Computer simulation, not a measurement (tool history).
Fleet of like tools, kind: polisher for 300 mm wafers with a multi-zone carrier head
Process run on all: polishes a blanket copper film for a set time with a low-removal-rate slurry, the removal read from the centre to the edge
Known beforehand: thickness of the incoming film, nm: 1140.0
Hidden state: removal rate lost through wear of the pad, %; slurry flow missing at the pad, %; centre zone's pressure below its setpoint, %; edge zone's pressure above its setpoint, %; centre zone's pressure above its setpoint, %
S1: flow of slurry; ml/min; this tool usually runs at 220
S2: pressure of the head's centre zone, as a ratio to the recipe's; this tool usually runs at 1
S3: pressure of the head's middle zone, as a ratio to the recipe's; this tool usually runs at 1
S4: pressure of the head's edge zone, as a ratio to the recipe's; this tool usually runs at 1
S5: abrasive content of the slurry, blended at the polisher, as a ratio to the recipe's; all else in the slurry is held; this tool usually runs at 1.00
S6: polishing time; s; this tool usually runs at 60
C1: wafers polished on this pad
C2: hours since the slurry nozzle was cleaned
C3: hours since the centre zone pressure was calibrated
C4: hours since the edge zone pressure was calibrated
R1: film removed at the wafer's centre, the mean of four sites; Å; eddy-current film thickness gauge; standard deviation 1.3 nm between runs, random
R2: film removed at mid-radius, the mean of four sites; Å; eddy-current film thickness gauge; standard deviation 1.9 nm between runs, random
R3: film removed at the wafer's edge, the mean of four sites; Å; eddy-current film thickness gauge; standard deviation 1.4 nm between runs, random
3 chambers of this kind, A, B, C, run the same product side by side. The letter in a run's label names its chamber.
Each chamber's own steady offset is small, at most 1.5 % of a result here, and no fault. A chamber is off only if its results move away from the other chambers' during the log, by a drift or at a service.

run 1C hour=5.0 | S1=220 S2=1 S3=1 S4=1 S5=1.00 S6=60 | C1=414 C2=301.0 C3=666.7 C4=382.4 | R1=1982.9 R2=2026.1 R3=2014.2
run 2B hour=9.2 | S1=220 S2=1 S3=1 S4=1 S5=1.00 S6=60 | C1=214 C2=339.1 C3=555.1 C4=999.8 | R1=2000.7 R2=1976.2 R3=1973.5
run 3A hour=14.1 | S1=220 S2=1 S3=1 S4=1 S5=1.00 S6=60 | C1=1144 C2=535.1 C3=877.4 C4=299.8 | R1=1976.1 R2=2025.5 R3=1978.8
run 4A hour=19.2 | S1=220 S2=1 S3=1 S4=1 S5=1.00 S6=60 | C1=1225 C2=540.2 C3=882.5 C4=304.9 | R1=1989.7 R2=1990.3 R3=1972.9
run 5C hour=23.5 | S1=160 S2=1 S3=1 S4=1 S5=1.00 S6=60 | C1=708 C2=319.5 C3=685.2 C4=400.9 | R1=1886.8 R2=1936.0 R3=1918.2
run 6B hour=28.0 | S1=160 S2=1 S3=1 S4=1 S5=1.00 S6=60 | C1=513 C2=357.9 C3=573.9 C4=1018.6 | R1=1893.6 R2=1878.1 R3=1895.5
run 7B hour=31.6 | S1=160 S2=1 S3=1 S4=1 S5=1.00 S6=60 | C1=570 C2=361.5 C3=577.5 C4=1022.2 | R1=1924.0 R2=1907.6 R3=1884.2
run 8A hour=35.0 | S1=220 S2=1 S3=1 S4=1 S5=1.00 S6=60 | C1=1476 C2=556.0 C3=898.3 C4=320.7 | R1=1975.2 R2=1980.3 R3=1974.8
-- hour=36.2 chamber B: slurry nozzle cleaned
run 9C hour=39.4 | S1=220 S2=1 S3=1 S4=1 S5=1.00 S6=60 | C1=961 C2=335.4 C3=701.1 C4=416.8 | R1=1998.9 R2=1973.8 R3=2020.1
-- hour=40.7 chamber A: worn pad replaced by a new one
run 10B hour=42.4 | S1=220 S2=1 S3=1 S4=1 S5=1.00 S6=60 | C1=741 C2=6.3 C3=588.3 C4=1033.0 | R1=1985.8 R2=2016.0 R3=1958.3
-- hour=43.7 chamber C: worn pad replaced by a new one
run 11A hour=46.8 | S1=220 S2=1 S3=1 S4=1 S5=1.00 S6=60 | C1=97 C2=567.8 C3=910.1 C4=332.5 | R1=2003.7 R2=2045.5 R3=1960.1
run 12C hour=51.9 | S1=220 S2=1 S3=1 S4=1 S5=1.00 S6=60 | C1=130 C2=347.9 C3=713.6 C4=429.3 | R1=1985.5 R2=2011.5 R3=2011.9
run 13A hour=55.0 | S1=220 S2=1 S3=1 S4=1 S5=1.00 S6=60 | C1=227 C2=576.0 C3=918.3 C4=340.7 | R1=1982.9 R2=2007.7 R3=1966.0
run 14C hour=58.6 | S1=220 S2=1 S3=1 S4=1 S5=1.00 S6=60 | C1=237 C2=354.6 C3=720.3 C4=436.0 | R1=1976.3 R2=2047.0 R3=2018.4
run 15B hour=63.0 | S1=220 S2=1 S3=1 S4=1 S5=1.00 S6=60 | C1=1068 C2=26.9 C3=608.9 C4=1053.6 | R1=1993.4 R2=2004.2 R3=1974.6
run 16B hour=66.0 | S1=255 S2=1 S3=1 S4=1 S5=1.00 S6=60 | C1=1116 C2=29.9 C3=611.9 C4=1056.6 | R1=2061.8 R2=2045.7 R3=1979.0
run 17C hour=71.3 | S1=255 S2=1 S3=1 S4=1 S5=1.00 S6=60 | C1=438 C2=367.3 C3=733.0 C4=448.7 | R1=2025.2 R2=2076.7 R3=2042.8
-- hour=72.5 chamber B: worn pad replaced by a new one
run 18A hour=76.6 | S1=255 S2=1 S3=1 S4=1 S5=1.00 S6=60 | C1=570 C2=597.6 C3=939.9 C4=362.3 | R1=2022.2 R2=2055.6 R3=2006.8
run 19A hour=79.0 | S1=220 S2=1 S3=1 S4=1 S5=1.00 S6=60 | C1=608 C2=600.0 C3=942.3 C4=364.7 | R1=1977.4 R2=1977.4 R3=1985.0
run 20B hour=82.1 | S1=220 S2=1 S3=1 S4=1 S5=1.00 S6=60 | C1=152 C2=46.0 C3=628.0 C4=1072.7 | R1=1990.0 R2=1984.4 R3=1970.7
-- hour=83.4 chamber A: centre zone pressure recalibrated
run 21C hour=87.1 | S1=220 S2=1 S3=1 S4=1 S5=1.00 S6=60 | C1=689 C2=383.1 C3=748.8 C4=464.5 | R1=2003.1 R2=2017.5 R3=2017.7
run 22C hour=90.7 | S1=220 S2=1 S3=1 S4=1 S5=1.00 S6=60 | C1=746 C2=386.7 C3=752.4 C4=468.1 | R1=2003.4 R2=2013.9 R3=1995.0
run 23A hour=94.1 | S1=220 S2=1 S3=1 S4=1 S5=1.00 S6=60 | C1=848 C2=615.1 C3=10.7 C4=379.8 | R1=1843.3 R2=1986.0 R3=1959.4
run 24B hour=97.9 | S1=220 S2=1 S3=1 S4=1 S5=1.00 S6=60 | C1=403 C2=61.8 C3=643.8 C4=1088.5 | R1=1994.2 R2=1966.9 R3=1992.8
run 25A hour=103.2 | S1=220 S2=1 S3=1 S4=1 S5=1.20 S6=60 | C1=993 C2=624.2 C3=19.8 C4=388.9 | R1=1906.5 R2=2099.6 R3=2059.3
run 26B hour=108.4 | S1=220 S2=1 S3=1 S4=1 S5=1.20 S6=60 | C1=570 C2=72.3 C3=654.3 C4=1099.0 | R1=2084.5 R2=2068.0 R3=2070.2
run 27C hour=112.3 | S1=220 S2=1 S3=1 S4=1 S5=1.20 S6=60 | C1=1089 C2=408.3 C3=774.0 C4=489.7 | R1=2085.9 R2=2096.5 R3=2090.0
run 28C hour=115.1 | S1=220 S2=1 S3=1 S4=1 S5=1.00 S6=60 | C1=1134 C2=411.1 C3=776.8 C4=492.5 | R1=1975.6 R2=2024.1 R3=2000.6
run 29A hour=118.0 | S1=220 S2=1 S3=1 S4=1 S5=1.00 S6=60 | C1=1227 C2=639.0 C3=34.6 C4=403.7 | R1=1815.6 R2=2003.6 R3=1974.4
run 30B hour=120.3 | S1=220 S2=1 S3=1 S4=1 S5=1.00 S6=60 | C1=759 C2=84.2 C3=666.2 C4=1110.9 | R1=2011.8 R2=1950.8 R3=1959.9
run 31C hour=123.7 | S1=220 S2=1 S3=1 S4=1 S5=1.00 S6=60 | C1=1270 C2=419.7 C3=785.4 C4=501.1 | R1=1977.2 R2=2014.0 R3=1999.1
run 32A hour=126.6 | S1=220 S2=1 S3=1 S4=1 S5=1.00 S6=60 | C1=1364 C2=647.6 C3=43.2 C4=412.3 | R1=1836.3 R2=2031.6 R3=1967.4
-- hour=127.2 chamber A: worn pad replaced by a new one
-- hour=129.2 chamber C: worn pad replaced by a new one
run 33B hour=129.4 | S1=220 S2=1 S3=1 S4=1 S5=1.00 S6=60 | C1=903 C2=93.3 C3=675.3 C4=1120.0 | R1=1980.0 R2=1985.7 R3=1999.8
run 34C hour=133.5 | S1=220 S2=1 S3=1 S4=1 S5=1.00 S6=60 | C1=69 C2=429.5 C3=795.2 C4=510.9 | R1=1987.1 R2=2035.0 R3=2016.1
run 35A hour=137.0 | S1=175 S2=1 S3=1 S4=1 S5=1.15 S6=60 | C1=156 C2=658.0 C3=53.6 C4=422.7 | R1=1816.8 R2=1969.2 R3=2003.5
run 36B hour=142.4 | S1=175 S2=1 S3=1 S4=1 S5=1.15 S6=60 | C1=1110 C2=106.3 C3=688.3 C4=1133.0 | R1=1981.2 R2=2005.9 R3=1972.3
run 37B hour=144.9 | S1=175 S2=1 S3=1 S4=1 S5=1.15 S6=60 | C1=1149 C2=108.8 C3=690.8 C4=1135.5 | R1=2005.0 R2=1980.3 R3=2001.0
-- hour=146.7 chamber C: centre zone pressure recalibrated
run 38C hour=147.6 | S1=220 S2=1 S3=1 S4=1 S5=1.00 S6=60 | C1=293 C2=443.6 C3=0.9 C4=525.0 | R1=1980.8 R2=2005.3 R3=2010.7
run 39A hour=151.0 | S1=220 S2=1 S3=1 S4=1 S5=1.00 S6=60 | C1=378 C2=672.0 C3=67.6 C4=436.7 | R1=1849.8 R2=2024.8 R3=1967.5

Is one chamber off against the others, does the gauge drift, or is nothing wrong? If a chamber is off, say which, and what the likeliest cause is.

After it was serviced, chamber A no longer matches the other chambers.
Likeliest cause: centre zone's pressure below its setpoint, % = 7.5.

Chamber A could run next with any of the 4 candidate recipes listed below; each alters the usual settings, and their results appear as question marks. Which one brings its results back in line with what the other chambers deliver on the usual settings?
Allowed miss from the other chambers' usual-settings mean, per result, to count as in line: R1 46.0 Å; R2 67.0 Å; R3 47.0 Å
run 40A-1 hour=154.9 | S1=220 S2=1.03 S3=0.99 S4=0.99 S5=1.00 S6=61 | R1=? R2=? R3=?
run 40A-2 hour=154.9 | S1=225 S2=1.07 S3=0.98 S4=0.98 S5=1.00 S6=61 | R1=? R2=? R3=?
run 40A-3 hour=154.9 | S1=215 S2=0.94 S3=1.03 S4=1.01 S5=1.00 S6=59 | R1=? R2=? R3=?
run 40A-4 hour=154.9 | S1=220 S2=0.97 S3=1.02 S4=1.01 S5=1.00 S6=59 | R1=? R2=? R3=?

What the other chambers average on the usual settings: R1 1992.5 Å; R2 2001.5 Å; R3 1991.8 Å
run=40A-1 R1=1919.9 R2=2029.6 R3=1994.8
run=40A-2 R1=2007.2 R2=2016.6 R3=1988.9
run=40A-3 R1=1675.7 R2=2029.9 R3=1944.3
run=40A-4 R1=1740.1 R2=2017.8 R3=1949.0
40A-2 brings the chamber back in line.

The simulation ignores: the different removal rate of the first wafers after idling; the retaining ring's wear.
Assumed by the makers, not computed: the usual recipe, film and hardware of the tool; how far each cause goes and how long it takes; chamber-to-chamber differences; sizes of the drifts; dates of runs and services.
